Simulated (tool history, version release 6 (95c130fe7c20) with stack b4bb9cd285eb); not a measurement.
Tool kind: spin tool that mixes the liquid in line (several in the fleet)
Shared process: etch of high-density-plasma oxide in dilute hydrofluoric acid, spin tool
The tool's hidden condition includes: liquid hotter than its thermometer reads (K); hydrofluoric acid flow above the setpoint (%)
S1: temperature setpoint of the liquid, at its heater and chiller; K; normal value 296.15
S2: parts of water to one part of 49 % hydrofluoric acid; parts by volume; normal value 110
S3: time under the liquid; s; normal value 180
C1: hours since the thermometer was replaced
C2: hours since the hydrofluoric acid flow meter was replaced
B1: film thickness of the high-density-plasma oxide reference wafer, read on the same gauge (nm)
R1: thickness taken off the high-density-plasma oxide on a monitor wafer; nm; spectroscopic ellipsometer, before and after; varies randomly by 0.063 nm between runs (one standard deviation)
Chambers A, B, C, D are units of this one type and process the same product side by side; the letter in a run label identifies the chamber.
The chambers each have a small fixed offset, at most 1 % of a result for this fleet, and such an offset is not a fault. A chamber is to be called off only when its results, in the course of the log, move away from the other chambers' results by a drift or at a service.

run,hour,S1,S2,S3,C1,C2,B1,R1
1D,3.8,296.15,110,180,664,1493.8,50.029,9.3578
2A,11.8,296.15,110,180,558.3,235.7,50.01,9.3398
3B,20,296.15,110,180,752.4,1619.6,50.002,9.1772
4C,27.2,296.15,110,180,435.3,1896.1,50.023,9.3141
5C,35.6,296.15,110,180,443.7,1904.5,50.017,9.2235
6D,43.1,296.15,110,180,703.3,1533.1,49.984,9.2613
# hour 51.2: chamber C: hydrofluoric acid flow meter replaced
7A,51.6,296.15,110,180,598.1,275.5,49.99,9.1715
8B,59.6,296.15,110,180,792,1659.2,49.987,9.2272
9C,66.5,296.15,110,180,474.6,15.4,50.003,9.2322
10D,74.2,296.15,110,180,734.4,1564.2,50.004,9.218
11A,78,296.15,110,180,624.5,301.9,50.001,9.1742
12B,86,296.15,110,180,818.4,1685.6,49.985,9.1658
13A,90.7,296.15,110,180,637.2,314.6,49.988,9.2241
14C,97.2,296.15,60,255,505.3,46.1,49.999,25.416
15B,103.2,296.15,60,255,835.6,1702.8,49.996,25.445
16D,111.2,296.15,60,255,771.4,1601.2,50.009,25.711
17D,118.6,296.15,60,255,778.8,1608.6,49.969,25.759
18B,123.7,296.15,110,180,856.1,1723.3,49.976,9.1262
19C,128.7,296.15,110,180,536.8,77.6,49.981,9.3094
20A,133,296.15,110,180,679.5,356.9,49.995,9.2298
21B,137.1,296.15,110,180,869.5,1736.7,49.992,9.2197
22D,142.1,296.15,110,180,802.3,1632.1,49.992,9.3561
23C,146.7,296.15,110,180,554.8,95.6,50.011,9.2888
24A,152.2,296.15,110,180,698.7,376.1,49.994,9.3361
25C,156.5,296.15,110,180,564.6,105.4,49.99,9.1812
26D,165.2,296.15,110,180,825.4,1655.2,49.985,9.4267
27B,172.6,296.15,110,180,905,1772.2,50.007,9.0203
28A,179.6,296.15,110,180,726.1,403.5,50.002,9.2791
29C,183.8,291.65,110,120,591.9,132.7,50.009,5.1624
30D,191.1,291.65,110,120,851.3,1681.1,50.009,5.2064
31A,199.2,291.65,110,120,745.7,423.1,49.995,5.1304

One chamber off, gauge drift, or nothing amiss beyond the chambers' own small offsets? If it is a chamber, which one, and what is the likeliest cause?

Beyond each chamber's small constant offset nothing stands out, and the gauge stays steady.

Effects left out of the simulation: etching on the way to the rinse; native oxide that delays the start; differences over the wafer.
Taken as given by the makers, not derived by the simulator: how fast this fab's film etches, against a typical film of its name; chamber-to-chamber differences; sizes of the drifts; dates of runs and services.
